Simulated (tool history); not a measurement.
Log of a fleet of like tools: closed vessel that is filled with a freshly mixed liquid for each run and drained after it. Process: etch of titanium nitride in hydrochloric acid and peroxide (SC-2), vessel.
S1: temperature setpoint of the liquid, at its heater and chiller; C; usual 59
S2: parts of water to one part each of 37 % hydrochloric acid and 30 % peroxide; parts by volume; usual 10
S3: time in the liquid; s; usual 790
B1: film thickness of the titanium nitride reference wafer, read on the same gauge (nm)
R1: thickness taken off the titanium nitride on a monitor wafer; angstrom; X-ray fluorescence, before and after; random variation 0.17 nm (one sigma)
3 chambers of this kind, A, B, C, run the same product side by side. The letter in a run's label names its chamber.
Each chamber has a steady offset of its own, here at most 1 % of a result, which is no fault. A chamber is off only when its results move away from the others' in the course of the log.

run,day,S1,S2,S3,B1,R1
1B,0.217,59,10,790,150.01,199.76
2C,0.538,59,10,790,149.99,198.17
3A,0.762,59,10,790,149.97,196.48
4A,1.075,59,10,790,150,196.84
5C,1.342,59,10,790,150,199.27
6B,1.6,59,10,790,149.95,196.55
7A,1.942,59,12.5,790,149.96,163.75
8C,2.225,59,12.5,790,149.96,160.46
9B,2.429,59,12.5,790,149.98,167.17
10B,2.608,59,10,790,150.02,198.96
11A,2.879,59,10,790,150.01,194.78
12C,3.071,59,10,790,150.02,195.48
13C,3.275,59,10,790,150.02,196.53
14A,3.654,59,5,400,150.02,168.91
15B,3.954,59,5,400,150.01,172.71
16C,4.35,59,5,400,150.01,173.4
17A,4.696,59,10,790,149.99,202.32
18B,4.892,59,10,790,150.03,197.37
19C,5.146,59,10,790,149.98,198.87
20B,5.438,59,10,790,150.03,198.88
21A,5.65,59,10,790,149.99,203.3
22B,5.921,68,5.5,790,149.96,555.9
23A,6.117,68,5.5,790,149.98,562.04
24C,6.433,68,5.5,790,150.04,551.37
25A,6.779,59,10,790,149.98,206.33
26C,7.058,59,10,790,149.99,196.26
# day 7.292: chamber B: new drum of peroxide connected
27B,7.317,59,10,790,150.04,197.19
# day 7.396: chamber C: chemicals flow meter replaced
28A,7.588,59,10,790,150.02,204.31
29C,7.85,59,10,790,149.96,196.8
30B,8.188,59,10,790,150.01,198.27

Is one chamber off against the others, does the gauge drift, or is nothing wrong? If a chamber is off, say which, and what the likeliest cause is.

Chamber A drifts away from the others.
Cause: chemicals flow above the setpoint (%) = 6.92.
The log may not tell that from: liquid hotter than its thermometer reads (K).

Here are 4 candidates for chamber A's next run, each the usual settings with a change, their results left as question marks. Which one brings its results back in line with what the others give on the usual settings?
In line means no further than this from the other chambers' mean on the usual settings: R1 6.1 angstrom
31A-1,8.475,59.5,10,805,,?
31A-2,8.475,59,9.5,845,,?
31A-3,8.475,58.5,10,775,,?
31A-4,8.475,58,10.5,790,,?

The other chambers' mean on the usual settings: R1 197.99 angstrom
run,R1
31A-1,218.02
31A-2,231.21
31A-3,197.06
31A-4,186.98
31A-3 brings the chamber back in line.

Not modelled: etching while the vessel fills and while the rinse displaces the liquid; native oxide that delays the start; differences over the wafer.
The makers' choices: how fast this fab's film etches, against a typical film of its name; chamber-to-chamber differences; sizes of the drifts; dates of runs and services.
